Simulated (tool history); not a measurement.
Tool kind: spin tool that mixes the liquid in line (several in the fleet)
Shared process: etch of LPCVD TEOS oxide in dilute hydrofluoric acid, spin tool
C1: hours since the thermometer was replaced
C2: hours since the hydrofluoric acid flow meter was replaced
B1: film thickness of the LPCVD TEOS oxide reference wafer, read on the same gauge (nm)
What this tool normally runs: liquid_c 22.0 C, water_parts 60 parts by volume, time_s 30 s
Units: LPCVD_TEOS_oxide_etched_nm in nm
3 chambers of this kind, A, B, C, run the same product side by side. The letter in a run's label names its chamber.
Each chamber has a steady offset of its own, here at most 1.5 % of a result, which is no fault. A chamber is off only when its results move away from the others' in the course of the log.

Run 1B, hour 8.5: usual settings; C1 795.7; C2 597.7; B1 89.960. Result: LPCVD_TEOS_oxide_etched_nm 27.2230 nm.
Run 2A, hour 20.0: usual settings; C1 54.7; C2 28.0; B1 90.012. Result: LPCVD_TEOS_oxide_etched_nm 26.6980 nm.
Run 3C, hour 34.2: usual settings; C1 284.8; C2 1338.8; B1 90.041. Result: LPCVD_TEOS_oxide_etched_nm 26.9190 nm.
Run 4A, hour 44.4: usual settings; C1 79.1; C2 52.4; B1 90.001. Result: LPCVD_TEOS_oxide_etched_nm 26.6820 nm.
Run 5C, hour 60.3: usual settings but water_parts 85 parts by volume, time_s 15 s; C1 310.9; C2 1364.9; B1 90.000. Result: LPCVD_TEOS_oxide_etched_nm 9.3198 nm.
Run 6B, hour 68.7: usual settings but water_parts 85 parts by volume, time_s 15 s; C1 855.9; C2 657.9; B1 89.982. Result: LPCVD_TEOS_oxide_etched_nm 9.2143 nm.
Run 7B, hour 80.4: usual settings but water_parts 85 parts by volume, time_s 15 s; C1 867.6; C2 669.6; B1 89.981. Result: LPCVD_TEOS_oxide_etched_nm 9.4373 nm.
Run 8A, hour 88.6: usual settings; C1 123.3; C2 96.6; B1 89.997. Result: LPCVD_TEOS_oxide_etched_nm 27.0490 nm.
Run 9C, hour 100.0: usual settings; C1 350.6; C2 1404.6; B1 90.018. Result: LPCVD_TEOS_oxide_etched_nm 26.7410 nm.
Run 10A, hour 109.8: usual settings; C1 144.5; C2 117.8; B1 90.001. Result: LPCVD_TEOS_oxide_etched_nm 26.7610 nm.
Run 11C, hour 124.7: usual settings; C1 375.3; C2 1429.3; B1 89.978. Result: LPCVD_TEOS_oxide_etched_nm 26.6180 nm.
Run 12B, hour 141.0: usual settings; C1 928.2; C2 730.2; B1 89.970. Result: LPCVD_TEOS_oxide_etched_nm 27.2000 nm.
Run 13A, hour 154.9: usual settings; C1 189.6; C2 162.9; B1 89.952. Result: LPCVD_TEOS_oxide_etched_nm 27.0040 nm.
Run 14B, hour 168.3: usual settings but liquid_c 24.5 C; C1 955.5; C2 757.5; B1 89.990. Result: LPCVD_TEOS_oxide_etched_nm 30.5530 nm.
Run 15C, hour 176.8: usual settings but liquid_c 24.5 C; C1 427.4; C2 1481.4; B1 90.024. Result: LPCVD_TEOS_oxide_etched_nm 29.5000 nm.
Run 16C, hour 192.3: usual settings but liquid_c 24.5 C; C1 442.9; C2 1496.9; B1 90.040. Result: LPCVD_TEOS_oxide_etched_nm 29.2870 nm.
Run 17B, hour 204.9: usual settings; C1 992.1; C2 794.1; B1 89.986. Result: LPCVD_TEOS_oxide_etched_nm 27.1620 nm.
Run 18A, hour 212.4: usual settings but liquid_c 19.5 C; C1 247.1; C2 220.4; B1 90.021. Result: LPCVD_TEOS_oxide_etched_nm 24.3340 nm.
Run 19C, hour 221.0: usual settings but liquid_c 19.5 C; C1 471.6; C2 1525.6; B1 89.991. Result: LPCVD_TEOS_oxide_etched_nm 23.8450 nm.
Run 20B, hour 234.8: usual settings but liquid_c 19.5 C; C1 1022.0; C2 824.0; B1 90.001. Result: LPCVD_TEOS_oxide_etched_nm 24.3780 nm.
Run 21A, hour 246.8: usual settings; C1 281.5; C2 254.8; B1 90.004. Result: LPCVD_TEOS_oxide_etched_nm 26.6390 nm.
Run 22C, hour 258.5: usual settings; C1 509.1; C2 1563.1; B1 90.002. Result: LPCVD_TEOS_oxide_etched_nm 26.5060 nm.
Run 23B, hour 266.9: usual settings but liquid_c 25.0 C; C1 1054.1; C2 856.1; B1 90.000. Result: LPCVD_TEOS_oxide_etched_nm 30.4580 nm.
Run 24A, hour 283.0: usual settings but liquid_c 25.0 C; C1 317.7; C2 291.0; B1 90.003. Result: LPCVD_TEOS_oxide_etched_nm 30.5210 nm.
Run 25C, hour 298.7: usual settings but liquid_c 25.0 C; C1 549.3; C2 1603.3; B1 90.025. Result: LPCVD_TEOS_oxide_etched_nm 29.6270 nm.
At hour 307.6: chamber B: thermometer replaced.
Run 26B, hour 308.3: usual settings; C1 0.7; C2 897.5; B1 90.010. Result: LPCVD_TEOS_oxide_etched_nm 27.2940 nm.
Run 27A, hour 316.4: usual settings; C1 351.1; C2 324.4; B1 89.975. Result: LPCVD_TEOS_oxide_etched_nm 26.6580 nm.
Run 28C, hour 324.6: usual settings but water_parts 40 parts by volume, time_s 15 s; C1 575.2; C2 1629.2; B1 89.996. Result: LPCVD_TEOS_oxide_etched_nm 20.1570 nm.
Run 29A, hour 334.7: usual settings but water_parts 40 parts by volume, time_s 15 s; C1 369.4; C2 342.7; B1 89.995. Result: LPCVD_TEOS_oxide_etched_nm 20.8270 nm.
Run 30B, hour 350.9: usual settings but water_parts 40 parts by volume, time_s 15 s; C1 43.3; C2 940.1; B1 90.032. Result: LPCVD_TEOS_oxide_etched_nm 20.8790 nm.
Run 31B, hour 358.2: usual settings but water_parts 75 parts by volume, time_s 15 s; C1 50.6; C2 947.4; B1 89.997. Result: LPCVD_TEOS_oxide_etched_nm 10.6830 nm.
Run 32C, hour 373.9: usual settings but water_parts 75 parts by volume, time_s 15 s; C1 624.5; C2 1678.5; B1 90.003. Result: LPCVD_TEOS_oxide_etched_nm 10.3240 nm.
Run 33A, hour 390.1: usual settings but water_parts 75 parts by volume, time_s 15 s; C1 424.8; C2 398.1; B1 89.976. Result: LPCVD_TEOS_oxide_etched_nm 10.6310 nm.
Run 34C, hour 405.6: usual settings; C1 656.2; C2 1710.2; B1 90.001. Result: LPCVD_TEOS_oxide_etched_nm 25.8080 nm.
Run 35B, hour 421.9: usual settings; C1 114.3; C2 1011.1; B1 90.017. Result: LPCVD_TEOS_oxide_etched_nm 27.3320 nm.
Run 36A, hour 437.1: usual settings but water_parts 45 parts by volume; C1 471.8; C2 445.1; B1 90.044. Result: LPCVD_TEOS_oxide_etched_nm 36.4870 nm.
Run 37B, hour 446.2: usual settings but water_parts 45 parts by volume; C1 138.6; C2 1035.4; B1 89.995. Result: LPCVD_TEOS_oxide_etched_nm 36.5170 nm.

Each of the 3 chambers runs these same settings next. Fill in every chamber's results:
Run 38A, hour 458.0: usual settings. Result: LPCVD_TEOS_oxide_etched_nm ?.
Run 38B, hour 458.0: usual settings. Result: LPCVD_TEOS_oxide_etched_nm ?.
Run 38C, hour 458.0: usual settings. Result: LPCVD_TEOS_oxide_etched_nm ?.

run  LPCVD_TEOS_oxide_etched_nm
38A                     26.5470
38B                     27.1520
38C                     25.8520
